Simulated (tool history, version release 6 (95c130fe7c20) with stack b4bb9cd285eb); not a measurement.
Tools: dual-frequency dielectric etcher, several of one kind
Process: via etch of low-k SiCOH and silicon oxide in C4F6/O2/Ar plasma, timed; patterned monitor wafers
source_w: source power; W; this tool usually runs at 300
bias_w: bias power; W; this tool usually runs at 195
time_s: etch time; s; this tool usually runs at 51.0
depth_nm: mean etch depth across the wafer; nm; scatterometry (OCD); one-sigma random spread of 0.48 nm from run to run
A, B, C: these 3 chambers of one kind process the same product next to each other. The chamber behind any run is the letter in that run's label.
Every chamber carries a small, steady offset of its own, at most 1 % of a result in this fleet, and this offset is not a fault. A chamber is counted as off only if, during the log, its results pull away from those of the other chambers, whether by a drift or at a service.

run	hour	source_w	bias_w	time_s	read-back reference wafer on the same gauge, depth_nm	depth_nm
1A	10.0	300	195	51.0	136.07	121.450
2B	21.1	300	195	51.0	135.93	121.470
3C	30.4	300	195	51.0	136.03	121.750
4A	41.2	300	195	51.0	135.88	122.360
5B	48.4	300	195	51.0	136.04	121.130
6C	53.9	300	195	51.0	135.96	121.920
7B	62.6	300	195	51.0	135.97	122.020
8A	72.4	300	195	51.0	135.94	121.140
9C	78.8	300	195	51.0	136.00	122.720
10B	89.9	300	195	51.0	136.04	121.510
11C	101.0	300	195	51.0	136.06	122.540
12A	108.1	300	195	51.0	136.04	121.380
# hour 114.9: chamber C: wet clean of the chamber
13C	120.1	300	195	51.0	135.96	123.150
14B	126.5	300	195	51.0	135.93	121.040
15A	138.2	300	195	51.0	136.09	120.350
16B	143.9	300	195	51.0	135.96	121.290
17C	149.4	300	195	51.0	135.86	122.720
18A	157.6	300	195	51.0	135.86	120.000
19B	167.4	300	195	51.0	135.94	121.580
20C	175.0	300	195	51.0	135.85	122.050
21A	180.7	300	195	51.0	136.11	119.090
22B	187.6	300	195	51.0	135.91	121.500
23C	197.6	300	195	51.0	136.11	123.650
24A	203.4	300	195	51.0	136.08	119.730
25A	214.8	300	195	51.0	136.07	118.180
26B	221.8	300	195	51.0	136.08	120.460
27C	228.7	300	195	51.0	136.00	123.300
28C	238.9	300	195	37.0	135.94	89.127
29A	247.2	300	195	37.0	135.97	84.788
30B	258.2	300	195	37.0	135.93	87.880
31C	264.7	300	195	51.0	135.99	122.930
32B	273.0	350	195	45.5	136.02	114.940
33A	280.0	350	195	45.5	136.06	109.000
34C	289.9	350	195	45.5	135.96	116.640
35A	298.1	300	236	51.0	135.94	124.320
36B	303.6	300	236	51.0	135.85	128.430

Is one chamber off against the others, does the gauge drift, or is nothing wrong? If a chamber is off, say which, and what the likeliest cause is.

Chamber A drifts away from the others.
Likeliest cause: etch rate under this chamber's usual, % = 5.33.

Chamber A could run next with any of the 4 candidate recipes listed below; each alters the usual settings, and their results appear as question marks. Which one brings its results back in line with what the other chambers deliver on the usual settings?
Counts as in line when no further than this from what the other chambers average on the usual settings: depth_nm 1.700 nm
37A-1	312.5	300	195	54.0		?
37A-2	312.5	310	195	55.5		?
37A-3	312.5	300	193	48.5		?
37A-4	312.5	290	191	47.0		?

The other chambers' mean on the usual settings: depth_nm 122.000 nm
run	depth_nm
37A-1	121.970
37A-2	126.940
37A-3	109.180
37A-4	104.080
37A-1 puts the chamber back in line with the other chambers.
